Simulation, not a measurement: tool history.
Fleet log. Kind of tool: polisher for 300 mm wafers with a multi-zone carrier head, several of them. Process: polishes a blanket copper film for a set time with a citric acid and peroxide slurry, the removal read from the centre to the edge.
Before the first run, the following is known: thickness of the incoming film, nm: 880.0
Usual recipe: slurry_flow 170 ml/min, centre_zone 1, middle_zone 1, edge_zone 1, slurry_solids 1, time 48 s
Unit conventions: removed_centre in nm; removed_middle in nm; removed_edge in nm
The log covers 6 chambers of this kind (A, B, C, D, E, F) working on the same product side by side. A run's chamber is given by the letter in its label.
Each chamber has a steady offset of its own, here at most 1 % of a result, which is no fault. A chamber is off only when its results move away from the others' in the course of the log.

| run | hour | slurry_flow | centre_zone | middle_zone | edge_zone | slurry_solids | time | wafers polished on this pad | hours since the slurry nozzle was cleaned | hours since the centre zone pressure was calibrated | hours since the edge zone pressure was calibrated | removed_centre | removed_middle | removed_edge |
|---|---|---|---|---|---|---|---|---|---|---|---|---|---|---|
| 1B | 9.9 | 170 | 1 | 1 | 1 | 1 | 48 | 770 | 527.9 | 205.6 | 48.7 | 100.25 | 104.66 | 101.33 |
|  | 15.1 | chamber B: worn pad replaced by a new one |
|  | 17.8 | chamber C: slurry nozzle cleaned |
| 2A | 19.4 | 170 | 1 | 1 | 1 | 1 | 48 | 513 | 362.4 | 662.6 | 35.3 | 101.55 | 100.32 | 99.834 |
| 3C | 28.1 | 170 | 1 | 1 | 1 | 1 | 48 | 606 | 10.4 | 527.9 | 1353.7 | 102.67 | 103.25 | 102.11 |
|  | 31.6 | chamber E: worn pad replaced by a new one |
|  | 32.5 | chamber D: slurry nozzle cleaned |
| 4F | 35.6 | 170 | 1 | 1 | 1 | 1 | 48 | 1138 | 717.4 | 99.1 | 655 | 99.234 | 99.171 | 102.97 |
|  | 38.9 | chamber F: worn pad replaced by a new one |
| 5E | 45.5 | 170 | 1 | 0.95 | 1 | 1 | 48 | 186 | 730.1 | 424.6 | 330.5 | 99.478 | 94.442 | 101.91 |
| 6D | 51.3 | 170 | 1 | 0.95 | 1 | 1 | 48 | 1352 | 18.9 | 406.2 | 725.5 | 99.071 | 97.932 | 102.31 |
|  | 60.4 | chamber A: worn pad replaced by a new one |
| 7D | 60.6 | 170 | 1 | 0.95 | 1 | 1 | 48 | 1475 | 28.2 | 415.5 | 734.8 | 102.22 | 96.99 | 102.13 |
|  | 63 | chamber D: worn pad replaced by a new one |
|  | 67.1 | chamber C: worn pad replaced by a new one |
| 8B | 70.1 | 170 | 1 | 0.95 | 1 | 1 | 48 | 734 | 588.1 | 265.8 | 108.9 | 99.678 | 97.452 | 99.493 |
| 9A | 77.9 | 170 | 1 | 0.95 | 1 | 1 | 48 | 233 | 420.9 | 721.1 | 93.8 | 101.27 | 99.466 | 98.146 |
|  | 80.9 | chamber C: edge zone pressure recalibrated |
|  | 81.1 | chamber E: slurry nozzle cleaned |
|  | 85.4 | chamber B: worn pad replaced by a new one |
| 10E | 88.8 | 170 | 1 | 0.95 | 1 | 1 | 48 | 763 | 7.7 | 467.9 | 373.8 | 100.53 | 95.978 | 102.57 |
|  | 99.3 | chamber E: worn pad replaced by a new one |
| 11C | 99.3 | 170 | 1 | 1 | 0.94 | 1.2 | 48 | 430 | 81.6 | 599.1 | 18.4 | 104.01 | 106.51 | 100.14 |
| 12F | 107.6 | 170 | 1 | 1 | 0.94 | 1.2 | 48 | 917 | 789.4 | 171.1 | 727 | 105.29 | 103.56 | 101.94 |
|  | 108.7 | chamber D: edge zone pressure recalibrated |
|  | 112.1 | chamber B: slurry nozzle cleaned |
| 13F | 117.8 | 170 | 1 | 1 | 0.94 | 1.2 | 48 | 1052 | 799.6 | 181.3 | 737.2 | 106.01 | 100.84 | 99.425 |
|  | 123.2 | chamber F: edge zone pressure recalibrated |
| 14E | 124.2 | 170 | 1 | 1 | 0.94 | 1.2 | 48 | 332 | 43.1 | 503.3 | 409.2 | 103.87 | 105.82 | 103.44 |
|  | 126.3 | chamber F: slurry nozzle cleaned |
|  | 127.4 | chamber A: worn pad replaced by a new one |
| 15A | 129.6 | 170 | 1 | 1 | 0.94 | 1.2 | 48 | 29 | 472.6 | 772.8 | 145.5 | 106 | 106.13 | 100.43 |
|  | 133.9 | chamber C: worn pad replaced by a new one |
| 16D | 139.9 | 170 | 1 | 1 | 0.94 | 1.2 | 48 | 1025 | 107.5 | 494.8 | 31.2 | 105.38 | 106.89 | 102.79 |
|  | 140.9 | chamber F: worn pad replaced by a new one |
| 17B | 149.7 | 170 | 1 | 1 | 1 | 1 | 48 | 857 | 37.7 | 345.4 | 188.5 | 99.823 | 103.52 | 101.56 |
|  | 150.1 | chamber B: worn pad replaced by a new one |
| 18C | 159.2 | 170 | 1 | 1 | 1 | 1 | 48 | 338 | 141.5 | 659 | 78.3 | 100.51 | 99.958 | 103.74 |
|  | 159.7 | chamber E: worn pad replaced by a new one |
| 19A | 168.3 | 170 | 1 | 1 | 1 | 1 | 48 | 545 | 511.3 | 811.5 | 184.2 | 101.78 | 100.03 | 102.16 |
|  | 172 | chamber D: worn pad replaced by a new one |
| 20D | 178.5 | 170 | 1 | 1 | 1 | 1 | 48 | 86 | 146.1 | 533.4 | 69.8 | 100.08 | 100.78 | 100.3 |
| 21F | 189.1 | 170 | 1 | 1 | 1 | 1 | 48 | 643 | 62.9 | 252.6 | 66 | 100.76 | 101.93 | 99.807 |
|  | 189.9 | chamber A: worn pad replaced by a new one |
|  | 191.1 | chamber D: centre zone pressure recalibrated |
| 22B | 197.9 | 170 | 1 | 1 | 1 | 1 | 48 | 638 | 85.9 | 393.6 | 236.7 | 99.594 | 98.221 | 104.38 |
| 23E | 208 | 170 | 1 | 1 | 1 | 1 | 48 | 644 | 126.9 | 587.1 | 493 | 100.67 | 104.42 | 102.79 |
|  | 209.4 | chamber A: centre zone pressure recalibrated |
| 24C | 215 | 170 | 1 | 1 | 1 | 1 | 48 | 1081 | 197.3 | 714.8 | 134.1 | 100.73 | 99.631 | 103.27 |
|  | 219.9 | chamber C: worn pad replaced by a new one |
|  | 220.6 | chamber F: worn pad replaced by a new one |
| 25D | 220.9 | 170 | 1 | 1 | 1 | 1 | 48 | 651 | 188.5 | 29.9 | 112.2 | 99.762 | 100.5 | 102.64 |
|  | 222.2 | chamber B: worn pad replaced by a new one |
| 26F | 230.3 | 135 | 1 | 1 | 1 | 1 | 48 | 129 | 104.1 | 293.8 | 107.2 | 95.836 | 95.88 | 99.209 |
|  | 237.2 | chamber E: worn pad replaced by a new one |
| 27C | 241 | 135 | 1 | 1 | 1 | 1 | 48 | 281 | 223.3 | 740.8 | 160.1 | 95.723 | 96.783 | 97.319 |
| 28E | 250.3 | 135 | 1 | 1 | 1 | 1 | 48 | 175 | 169.2 | 629.4 | 535.3 | 96.903 | 94.221 | 96.129 |
|  | 251 | chamber A: worn pad replaced by a new one |
| 29B | 260 | 135 | 1 | 1 | 1 | 1 | 48 | 504 | 148 | 455.7 | 298.8 | 95.962 | 96.696 | 99 |
|  | 265 | chamber D: worn pad replaced by a new one |
| 30A | 270.7 | 135 | 1 | 1 | 1 | 1 | 48 | 263 | 613.7 | 61.4 | 286.6 | 97.515 | 98.064 | 98.695 |
| 31F | 277.4 | 135 | 1 | 1 | 1 | 1 | 48 | 757 | 151.2 | 340.9 | 154.3 | 95.723 | 96.466 | 98.005 |
| 32B | 283.7 | 205 | 1 | 0.94 | 1 | 1 | 48 | 820 | 171.7 | 479.4 | 322.5 | 104.39 | 99.427 | 103.19 |
|  | 286.5 | chamber C: worn pad replaced by a new one |
| 33A | 291.7 | 205 | 1 | 0.94 | 1 | 1 | 48 | 543 | 634.7 | 82.4 | 307.6 | 104.62 | 98.216 | 102.22 |
| 34D | 298.2 | 205 | 1 | 0.94 | 1 | 1 | 48 | 443 | 265.8 | 107.2 | 189.5 | 103.18 | 99.477 | 104.74 |
|  | 301.6 | chamber B: worn pad replaced by a new one |
| 35E | 303.2 | 205 | 1 | 0.94 | 1 | 1 | 48 | 880 | 222.1 | 682.3 | 588.2 | 103.34 | 99.125 | 101.96 |
|  | 310.3 | chamber B: edge zone pressure recalibrated |
| 36C | 312.8 | 205 | 1 | 0.94 | 1 | 1 | 48 | 351 | 295.1 | 812.6 | 231.9 | 103.02 | 97.428 | 103.45 |
|  | 313.6 | chamber E: worn pad replaced by a new one |
| 37C | 321.4 | 205 | 1 | 0.94 | 1 | 1 | 48 | 465 | 303.7 | 821.2 | 240.5 | 103.2 | 98.003 | 103.33 |
|  | 322.5 | chamber F: worn pad replaced by a new one |
|  | 328.4 | chamber A: worn pad replaced by a new one |
| 38B | 330 | 170 | 1 | 1 | 1 | 1 | 48 | 379 | 218 | 525.7 | 19.7 | 101.26 | 98.879 | 100.03 |
| 39A | 335.5 | 170 | 1 | 1 | 1 | 1 | 48 | 95 | 678.5 | 126.2 | 351.4 | 101.25 | 101.21 | 101.31 |
| 40F | 342.7 | 170 | 1 | 1 | 1 | 1 | 48 | 269 | 216.5 | 406.2 | 219.6 | 99.844 | 99.275 | 102.9 |
| 41E | 350.9 | 170 | 1 | 1 | 1 | 1 | 48 | 497 | 269.8 | 730 | 635.9 | 101.29 | 103.93 | 100.24 |

Predict what each chamber gives when all 6 of them run the settings below next.
| 42A | 358.8 | 170 | 1 | 1 | 1.07 | 1 | 48 |  |  |  |  | ? | ? | ? |
| 42B | 358.8 | 170 | 1 | 1 | 1.07 | 1 | 48 |  |  |  |  | ? | ? | ? |
| 42C | 358.8 | 170 | 1 | 1 | 1.07 | 1 | 48 |  |  |  |  | ? | ? | ? |
| 42D | 358.8 | 170 | 1 | 1 | 1.07 | 1 | 48 |  |  |  |  | ? | ? | ? |
| 42E | 358.8 | 170 | 1 | 1 | 1.07 | 1 | 48 |  |  |  |  | ? | ? | ? |
| 42F | 358.8 | 170 | 1 | 1 | 1.07 | 1 | 48 |  |  |  |  | ? | ? | ? |

| run | removed_centre | removed_middle | removed_edge |
|---|---|---|---|
| 42A | 102.03 | 103.52 | 105.73 |
| 42B | 101.67 | 98.868 | 103.18 |
| 42C | 99.125 | 101.06 | 106.56 |
| 42D | 100.45 | 99.63 | 105.56 |
| 42E | 101.79 | 101.75 | 104.49 |
| 42F | 100.24 | 98.845 | 108.03 |

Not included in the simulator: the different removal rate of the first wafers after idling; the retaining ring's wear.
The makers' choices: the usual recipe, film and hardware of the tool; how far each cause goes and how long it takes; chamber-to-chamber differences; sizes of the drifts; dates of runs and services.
